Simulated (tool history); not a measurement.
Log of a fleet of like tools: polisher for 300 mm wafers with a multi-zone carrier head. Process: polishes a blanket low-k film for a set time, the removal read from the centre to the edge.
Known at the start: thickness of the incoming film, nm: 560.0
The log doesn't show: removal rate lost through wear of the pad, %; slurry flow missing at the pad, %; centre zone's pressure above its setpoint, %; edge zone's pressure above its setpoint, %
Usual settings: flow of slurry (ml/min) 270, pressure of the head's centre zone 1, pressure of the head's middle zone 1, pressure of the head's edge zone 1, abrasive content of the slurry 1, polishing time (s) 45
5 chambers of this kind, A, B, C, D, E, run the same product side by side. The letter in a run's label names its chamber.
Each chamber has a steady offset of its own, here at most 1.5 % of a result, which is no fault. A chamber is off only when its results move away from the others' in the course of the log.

run   hour  flow of slurry (ml/min)  pressure of the head's centre zone  pressure of the head's middle zone  pressure of the head's edge zone  abrasive content of the slurry  polishing time (s)  wafers polished on this pad  hours since the slurry nozzle was cleaned  hours since the centre zone pressure was calibrated  hours since the edge zone pressure was calibrated  film removed at the wafer's centre (angstrom)  film removed at mid-radius (angstrom)  film removed at the wafer's edge (angstrom)
 1D    3.5                      270                                   1                                   1                                 1                               1                  45                          111                                         48                                                368.8                                              989.1                                         225.58                                 229.75                                       226.46
 2A    6.8                      270                                   1                                   1                                 1                               1                  45                          216                                      264.1                                                  199                                               1278                                         230.75                                 224.15                                       228.53
 3B   11.1                      270                                   1                                   1                                 1                               1                  45                          239                                      461.9                                                232.3                                                142                                         229.13                                 233.67                                        230.6
 4E     14                      270                                   1                                   1                                 1                               1                  45                          450                                      437.9                                                627.3                                              770.2                                         228.59                                 224.59                                       225.54
 5C   16.7                      270                                   1                                   1                                 1                               1                  45                         1132                                      157.7                                                528.8                                              366.3                                         227.78                                 225.03                                       226.31
      17.2  -- chamber C: worn pad replaced by a new one
 6B   20.7                      270                                   1                                   1                                 1                               1                  45                          386                                      471.5                                                241.9                                              151.6                                         232.52                                  230.8                                       233.54
 7A   24.1                      270                                   1                                   1                                 1                               1                  45                          482                                      281.4                                                216.3                                             1295.3                                         229.28                                 226.91                                       227.75
 8D   27.5                      270                                   1                                   1                                 1                               1                  45                          479                                         72                                                392.8                                             1013.1                                         226.35                                  225.2                                       224.11
 9C   29.8                      270                                   1                                   1                                 1                               1                  45                          193                                      170.8                                                541.9                                              379.4                                         228.04                                 226.06                                       228.62
10E   33.2                      270                                   1                                   1                                 1                               1                  45                          745                                      457.1                                                646.5                                              789.4                                          229.1                                 225.69                                       227.69
11B   36.5                      270                                   1                                   1                                 1                               1                  45                          629                                      487.3                                                257.7                                              167.4                                         227.62                                 231.08                                       232.38
      38.2  -- chamber E: worn pad replaced by a new one
12A   39.6                      270                                   1                                   1                                 1                               1                  45                          719                                      296.9                                                231.8                                             1310.8                                         231.23                                 225.57                                       232.09
      41.9  -- chamber A: worn pad replaced by a new one
13C   42.2                      270                                   1                                   1                                 1                               1                  45                          383                                      183.2                                                554.3                                              391.8                                         228.38                                 226.83                                       228.26
14D   44.4                      270                                   1                                   1                                 1                               1                  45                          738                                       88.9                                                409.7                                               1030                                         226.38                                 227.66                                       228.73
      44.7  -- chamber D: worn pad replaced by a new one
15E   48.3                      270                                   1                                   1                                 1                               1                  45                          155                                      472.2                                                661.6                                              804.5                                          228.7                                 224.59                                       227.56
      51.6  -- chamber B: worn pad replaced by a new one
16C   52.7                      270                                   1                                   1                                 1                               1                  45                          544                                      193.7                                                564.8                                              402.3                                         228.61                                 225.17                                       231.02
17B   55.6                      320                                   1                                0.95                                 1                               1                  45                           62                                      506.4                                                276.8                                              186.5                                         234.49                                 222.53                                       233.59
18A   59.7                      320                                   1                                0.95                                 1                               1                  45                          273                                        317                                                251.9                                             1330.9                                         233.23                                 218.77                                       231.91
19E     64                      320                                   1                                0.95                                 1                               1                  45                          396                                      487.9                                                677.3                                              820.2                                         231.46                                 218.59                                       229.77
20D   68.3                      320                                   1                                0.95                                 1                               1                  45                          363                                      112.8                                                433.6                                             1053.9                                         230.88                                 221.26                                       231.63
      71.9  -- chamber A: edge zone pressure recalibrated
21B   72.4                      320                                   1                                0.95                                 1                               1                  45                          320                                      523.2                                                293.6                                              203.3                                         237.79                                 220.52                                       230.33
22C   76.3                      270                                   1                                   1                                 1                               1                  45                          906                                      217.3                                                588.4                                              425.9                                         228.99                                  225.2                                        224.5
23E   79.3                      270                                   1                                   1                                 1                               1                  45                          630                                      503.2                                                692.6                                              835.5                                         229.28                                 224.54                                       228.09
24A     83                      270                                   1                                   1                                 1                               1                  45                          630                                      340.3                                                275.2                                               11.1                                         227.55                                  229.4                                       222.46
25D   85.1                      270                                   1                                   1                                 1                               1                  45                          620                                      129.6                                                450.4                                             1070.7                                         229.06                                 227.43                                       224.42
      86.3  -- chamber C: worn pad replaced by a new one
      86.8  -- chamber D: worn pad replaced by a new one
26D   89.2                      270                                   1                                   1                                 1                               1                  45                           37                                      133.7                                                454.5                                             1074.8                                          228.7                                 230.24                                       226.17
27C   91.4                      270                                   1                                   1                                 1                               1                  45                           78                                      232.4                                                603.5                                                441                                         228.44                                 226.63                                       228.42
      92.3  -- chamber A: worn pad replaced by a new one
      92.3  -- chamber C: centre zone pressure recalibrated
28B     94                      270                                   1                                   1                                 1                               1                  45                          651                                      544.8                                                315.2                                              224.9                                         228.46                                  228.1                                       229.23
29E   97.7                      270                                   1                                   1                                 1                               1                  45                          912                                      521.6                                                  711                                              853.9                                         227.96                                 227.13                                       226.23
      98.2  -- chamber E: worn pad replaced by a new one
30A  100.6                      270                                   1                                   1                                 1                               1                  45                          128                                      357.9                                                292.8                                               28.7                                         226.54                                  222.6                                       230.51
31B  104.8                      270                                   1                                   1                                 1                               1                  45                          816                                      555.6                                                  326                                              235.7                                         228.77                                 231.49                                        227.5
32C  107.9                      270                                   1                                   1                                 1                               1                  45                          331                                      248.9                                                 15.6                                              457.5                                         229.91                                 227.24                                       225.28
     109.2  -- chamber B: worn pad replaced by a new one
33E  112.2                      270                                   1                                   1                                 1                               1                  45                          215                                      536.1                                                725.5                                              868.4                                         227.89                                 227.56                                       228.73
34A  116.5                      270                                   1                                   1                                 1                               1                  45                          372                                      373.8                                                308.7                                               44.6                                         229.57                                 224.02                                       227.26
35D  119.8                      270                                   1                                   1                                 1                               1                  45                          506                                      164.3                                                485.1                                             1105.4                                         230.32                                 226.91                                       227.42
36A  122.8                      270                                   1                                   1                                 1                               1                  45                          469                                      380.1                                                  315                                               50.9                                         228.92                                 224.06                                       231.33
37D  125.3                      270                                   1                                   1                                 1                               1                  45                          591                                      169.8                                                490.6                                             1110.9                                         227.37                                 227.01                                       227.44
38E    128                      270                                   1                                   1                                 1                               1                  45                          457                                      551.9                                                741.3                                              884.2                                         230.47                                 228.82                                       232.85
39C  130.3                      270                                   1                                   1                                 1                               1                  45                          674                                      271.3                                                   38                                              479.9                                         225.88                                 226.34                                       233.95
40B  133.8                      270                                   1                                   1                              1.05                               1                  59                          377                                      584.6                                                  355                                              264.7                                         300.93                                 306.21                                       304.86

All 5 chambers run these settings next. Forecast each chamber's results:
41A  137.1                      270                                   1                                   1                              0.91                               1                  45                                                                                                                                                                                                                              ?                                      ?                                            ?
41B  137.1                      270                                   1                                   1                              0.91                               1                  45                                                                                                                                                                                                                              ?                                      ?                                            ?
41C  137.1                      270                                   1                                   1                              0.91                               1                  45                                                                                                                                                                                                                              ?                                      ?                                            ?
41D  137.1                      270                                   1                                   1                              0.91                               1                  45                                                                                                                                                                                                                              ?                                      ?                                            ?
41E  137.1                      270                                   1                                   1                              0.91                               1                  45                                                                                                                                                                                                                              ?                                      ?                                            ?

run  film removed at the wafer's centre (angstrom)  film removed at mid-radius (angstrom)  film removed at the wafer's edge (angstrom)
41A                                         229.01                                 226.49                                       219.28
41B                                         228.74                                 230.06                                       216.46
41C                                         227.38                                 225.87                                       218.22
41D                                         227.32                                 227.43                                       215.94
41E                                         231.15                                 230.49                                        215.6

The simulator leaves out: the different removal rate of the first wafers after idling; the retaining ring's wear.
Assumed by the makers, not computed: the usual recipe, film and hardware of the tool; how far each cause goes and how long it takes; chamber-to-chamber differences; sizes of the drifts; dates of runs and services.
